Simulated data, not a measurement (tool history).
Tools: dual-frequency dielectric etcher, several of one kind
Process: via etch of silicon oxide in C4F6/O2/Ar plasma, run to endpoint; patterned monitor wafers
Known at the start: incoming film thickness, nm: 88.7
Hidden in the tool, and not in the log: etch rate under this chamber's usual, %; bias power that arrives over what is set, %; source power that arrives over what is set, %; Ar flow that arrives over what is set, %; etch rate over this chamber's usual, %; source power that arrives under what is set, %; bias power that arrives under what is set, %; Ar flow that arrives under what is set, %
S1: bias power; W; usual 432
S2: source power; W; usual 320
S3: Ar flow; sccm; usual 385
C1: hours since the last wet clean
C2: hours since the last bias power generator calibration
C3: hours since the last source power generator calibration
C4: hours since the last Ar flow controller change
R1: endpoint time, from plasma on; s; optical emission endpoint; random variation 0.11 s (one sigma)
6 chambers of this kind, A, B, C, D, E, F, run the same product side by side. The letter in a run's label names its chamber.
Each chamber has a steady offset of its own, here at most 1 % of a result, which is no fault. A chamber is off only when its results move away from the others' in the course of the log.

run	day	S1	S2	S3	C1	C2	C3	C4	R1
1B	0.279	432	320	385	278.2	4887.2	981.8	3744.5	22.807
2C	0.496	432	320	385	229.6	384.5	339.9	2363.8	23.152
3F	0.808	432	320	385	93.1	294.7	2802.4	3290.5	22.964
4E	1.104	432	320	385	269.1	1231.5	1146.8	3036.6	23.042
5D	1.425	432	320	385	491.4	2926.4	1153.7	3182.6	23.145
6A	1.796	432	320	385	121	1416.4	3713.3	2929	23.018
7C	2.204	432	320	385	270.6	425.5	380.9	2404.8	23.048
8A	2.504	432	320	385	138	1433.4	3730.3	2946	23.102
9B	2.788	432	320	385	338.4	4947.4	1042	3804.7	22.88
10E	3.142	385	320	385	318	1280.4	1195.7	3085.5	23.917
11D	3.496	385	320	385	541.1	2976.1	1203.4	3232.3	24.198
12F	3.788	385	320	385	164.6	366.2	2873.9	3362	23.992
13B	4.054	385	320	385	368.8	4977.8	1072.4	3835.1	24.265
14F	4.275	385	320	385	176.3	377.9	2885.6	3373.7	24.038
15E	4.467	385	320	385	349.8	1312.2	1227.5	3117.3	24.028
16D	4.746	432	320	385	571.1	3006.1	1233.4	3262.3	23.08
17A	4.967	432	320	385	197.1	1492.5	3789.4	3005.1	23.019
18C	5.225	432	320	385	343.1	498	453.4	2477.3	23.206
19A	5.404	432	320	385	207.6	1503	3799.9	3015.6	23.16
20B	5.596	432	320	385	405.8	5014.8	1109.4	3872.1	23.368
21F	5.825	432	320	385	213.5	415.1	2922.8	3410.9	22.899
22D	6.179	432	320	385	605.5	3040.5	1267.8	3296.7	22.886
23C	6.442	432	320	385	372.3	527.2	482.6	2506.5	23.185
# day 6.758: chamber D: wet clean of the chamber
24E	6.762	432	320	385	404.9	1367.3	1282.6	3172.4	22.917
25E	7.008	432	320	385	410.8	1373.2	1288.5	3178.3	22.966
26B	7.412	432	320	385	449.4	5058.4	1153	3915.7	23.517
27F	7.621	393	390	385	256.6	458.2	2965.9	3454	21.96
28C	7.858	393	390	385	406.3	561.2	516.6	2540.5	22.332
29D	8.242	393	390	385	35.6	3090	1317.3	3346.2	22.29
30A	8.583	393	390	385	283.9	1579.3	3876.2	3091.9	22.233
31A	8.804	393	390	385	289.2	1584.6	3881.5	3097.2	22.485
32B	9.1	393	390	385	489.9	5098.9	1193.5	3956.2	22.86
# day 9.217: chamber F: source power generator calibrated
33E	9.4	432	320	385	468.2	1430.6	1345.9	3235.7	22.796
34F	9.658	432	320	385	305.5	507.1	10.6	3502.9	22.994
# day 9.7: chamber C: wet clean of the chamber
# day 9.717: chamber D: Ar flow controller replaced
35C	9.929	432	320	385	5.5	610.9	566.3	2590.2	23.2
36D	10.267	432	320	385	84.2	3138.6	1365.9	13.3	23.073
37A	10.608	432	320	385	332.5	1627.9	3924.8	3140.5	22.994
38D	10.867	432	320	385	98.6	3153	1380.3	27.7	23.193
39B	11.067	432	320	385	537.1	5146.1	1240.7	4003.4	23.952

All 6 chambers run these settings next. Forecast each chamber's results:
40A	11.362	432	380	385					?
40B	11.362	432	380	385					?
40C	11.362	432	380	385					?
40D	11.362	432	380	385					?
40E	11.362	432	380	385					?
40F	11.362	432	380	385					?

run	R1
40A	21.863
40B	22.618
40C	21.832
40D	21.632
40E	21.547
40F	21.672
